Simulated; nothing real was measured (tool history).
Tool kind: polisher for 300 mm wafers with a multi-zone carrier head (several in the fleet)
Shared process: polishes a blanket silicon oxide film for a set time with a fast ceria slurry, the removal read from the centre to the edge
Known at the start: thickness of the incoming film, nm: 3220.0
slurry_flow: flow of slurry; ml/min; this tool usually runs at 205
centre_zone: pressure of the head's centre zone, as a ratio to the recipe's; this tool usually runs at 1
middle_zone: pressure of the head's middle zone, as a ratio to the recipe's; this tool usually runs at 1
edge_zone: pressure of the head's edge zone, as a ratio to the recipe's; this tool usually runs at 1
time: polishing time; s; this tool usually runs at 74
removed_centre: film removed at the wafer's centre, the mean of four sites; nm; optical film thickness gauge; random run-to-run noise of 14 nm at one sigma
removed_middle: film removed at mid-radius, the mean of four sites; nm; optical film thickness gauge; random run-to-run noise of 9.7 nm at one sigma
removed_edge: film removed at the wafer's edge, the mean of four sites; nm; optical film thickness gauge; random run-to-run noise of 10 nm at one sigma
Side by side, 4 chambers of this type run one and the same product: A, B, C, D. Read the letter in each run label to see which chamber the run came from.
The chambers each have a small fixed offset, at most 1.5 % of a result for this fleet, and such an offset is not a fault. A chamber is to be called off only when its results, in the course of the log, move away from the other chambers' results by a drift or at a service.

run   hour  slurry_flow  centre_zone  middle_zone  edge_zone  time  removed_centre  removed_middle  removed_edge
       9.1  -- chamber C: slurry nozzle cleaned
 1A   14.1          205            1            1          1    74          1165.3          1135.0        1143.8
 2D   22.8          205            1            1          1    74          1153.6          1149.3        1134.8
 3B   36.3          205            1            1          1    74          1160.1          1159.7        1179.0
      36.6  -- chamber A: worn pad replaced by a new one
      42.0  -- chamber D: worn pad replaced by a new one
 4C   44.4          205            1            1          1    74          1141.8          1167.8        1163.1
 5A   58.7          205            1            1          1    74          1152.4          1146.9        1135.4
      69.2  -- chamber C: worn pad replaced by a new one
 6B   72.7          205            1            1          1    74          1153.6          1142.6        1154.4
      73.5  -- chamber B: worn pad replaced by a new one
 7C   84.5          205            1            1          1    74          1153.5          1155.1        1171.2
      89.4  -- chamber A: worn pad replaced by a new one
 8D   95.9          205            1            1          1    74          1153.0          1168.7        1155.1
     105.0  -- chamber D: worn pad replaced by a new one
 9C  107.6          205            1            1          1    74          1142.8          1146.1        1158.8
10D  118.5          205            1            1          1    74          1153.6          1169.3        1133.1
11B  129.0          205            1            1          1    74          1128.6          1161.0        1158.0
     134.0  -- chamber A: centre zone pressure recalibrated
12A  137.5          205            1            1          1    74          1156.7          1126.7        1151.6
     139.7  -- chamber A: worn pad replaced by a new one
13C  146.7          205            1            1          1    74          1174.3          1148.4        1143.2
14D  157.7          205            1            1          1    74          1157.4          1170.3        1167.9
     163.7  -- chamber A: slurry nozzle cleaned
     165.1  -- chamber B: slurry nozzle cleaned
     166.2  -- chamber D: worn pad replaced by a new one
15B  170.0          205            1            1          1    74          1121.5          1151.4        1173.0
16A  177.1          150            1            1          1    74          1096.7          1088.9        1125.7
     178.2  -- chamber C: worn pad replaced by a new one
17B  189.7          150            1            1          1    74          1067.4          1099.0        1120.7
     200.4  -- chamber A: worn pad replaced by a new one
18C  204.1          150            1            1          1    74          1099.0          1104.1        1127.6
     205.4  -- chamber B: worn pad replaced by a new one
19A  215.5          150            1            1          1    74          1091.7          1086.7        1123.8
20D  229.5          205            1            1          1    74          1143.8          1152.0        1158.5
     238.1  -- chamber D: worn pad replaced by a new one
21C  243.3          205            1            1          1    74          1159.6          1148.7        1160.4
     251.5  -- chamber A: worn pad replaced by a new one
22A  252.8          205            1            1          1    74          1119.8          1143.8        1147.3
23D  260.5          205            1            1          1    74          1151.9          1141.2        1148.3
24B  267.9          205            1            1          1    74          1126.8          1161.6        1150.2

One chamber off, gauge drift, or nothing amiss beyond the chambers' own small offsets? If it is a chamber, which one, and what is the likeliest cause?

No chamber stands off beyond its own small offset, and the gauge holds steady.

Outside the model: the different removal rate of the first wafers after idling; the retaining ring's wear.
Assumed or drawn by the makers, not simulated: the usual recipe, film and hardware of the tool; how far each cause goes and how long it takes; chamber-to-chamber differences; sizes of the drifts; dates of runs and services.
